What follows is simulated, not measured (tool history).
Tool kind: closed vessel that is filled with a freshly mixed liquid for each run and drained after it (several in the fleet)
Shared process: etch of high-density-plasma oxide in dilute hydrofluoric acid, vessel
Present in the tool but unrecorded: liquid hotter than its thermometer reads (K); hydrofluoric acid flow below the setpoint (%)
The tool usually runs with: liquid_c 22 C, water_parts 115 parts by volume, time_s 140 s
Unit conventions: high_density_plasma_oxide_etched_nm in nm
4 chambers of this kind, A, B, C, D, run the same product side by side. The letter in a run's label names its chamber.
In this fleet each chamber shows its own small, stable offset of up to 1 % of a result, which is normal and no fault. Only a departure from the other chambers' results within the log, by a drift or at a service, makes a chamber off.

run,hour,liquid_c,water_parts,time_s,hours since the thermometer was replaced,hours since the hydrofluoric acid flow meter was replaced,"read-back film thickness of the high-density-plasma oxide reference wafer, read on the same gauge (nm)",high_density_plasma_oxide_etched_nm
1C,7.5,22,115,140,494.5,1159.4,140.02,11.0540
2D,17.9,22,115,140,1457.9,556.8,140.00,10.9650
3A,26.6,22,115,140,362.1,486.9,139.99,10.8480
4B,34.6,22,115,140,927.2,713.7,140.01,10.9190
5B,42.3,22,115,140,934.9,721.4,140.02,11.0530
# hour 44.9: chamber D: hydrofluoric acid flow meter replaced
# hour 45.5: chamber B: hydrofluoric acid flow meter replaced
6C,50.8,22,115,140,537.8,1202.7,140.00,10.9720
7D,62.5,22,115,140,1502.5,17.7,140.02,11.2290
8A,68.7,22,115,140,404.2,529.0,140.00,10.8680
9B,75.3,22,115,140,967.9,29.9,140.01,10.9250
10D,83.4,22,115,140,1523.4,38.6,139.98,11.0170
11C,89.3,22,115,140,576.3,1241.2,140.00,11.1210
12A,97.6,22,115,140,433.1,557.9,140.01,10.8480
13B,105.6,24,115,110,998.2,60.2,139.97,9.1946
14D,116.7,24,115,110,1556.7,71.9,139.99,9.2776
15C,127.6,24,115,110,614.6,1279.5,140.00,9.3701
16A,140.6,24,115,110,476.1,600.9,139.99,9.1264
# hour 142.0: chamber C: thermometer replaced
17C,153.5,22,115,140,11.5,1305.4,140.00,10.8750
18B,166.0,22,115,140,1058.6,120.6,140.01,10.9460
19A,177.4,22,115,140,512.9,637.7,139.98,11.0940
20D,188.3,22,115,210,1628.3,143.5,140.02,16.5040
21C,198.9,22,115,210,56.9,1350.8,140.00,16.8030
22D,210.0,22,115,210,1650.0,165.2,140.02,16.7270
23A,219.6,22,115,210,555.1,679.9,140.02,16.5790
24B,228.7,22,75,220,1121.3,183.3,140.01,27.9090
25D,240.9,22,75,220,1680.9,196.1,140.03,27.6370
26C,249.3,22,75,220,107.3,1401.2,140.00,27.9860
27B,260.8,22,75,220,1153.4,215.4,139.99,27.5450
28A,267.8,22,115,140,603.3,728.1,139.99,10.8570
29B,277.7,22,115,140,1170.3,232.3,139.99,10.9930
30D,289.0,22,115,140,1729.0,244.2,139.99,11.0430
31A,300.8,22,115,140,636.3,761.1,139.99,10.6760
32C,308.1,22,115,140,166.1,1460.0,140.00,10.9720
33D,315.4,22,115,140,1755.4,270.6,140.01,10.9220
34B,321.9,22,115,140,1214.5,276.5,139.99,10.8980
35C,333.5,22,115,140,191.5,1485.4,139.97,11.1310
36A,342.9,22,115,140,678.4,803.2,139.98,11.0880
37B,350.7,22,115,140,1243.3,305.3,140.01,11.0360

For the next run the whole fleet of 4 chambers uses the same settings. Give each chamber's results:
38A,360.2,22,115,140,,,,?
38B,360.2,22,115,140,,,,?
38C,360.2,22,115,140,,,,?
38D,360.2,22,115,140,,,,?

run,high_density_plasma_oxide_etched_nm
38A,11.0390
38B,11.0340
38C,10.9190
38D,10.9460
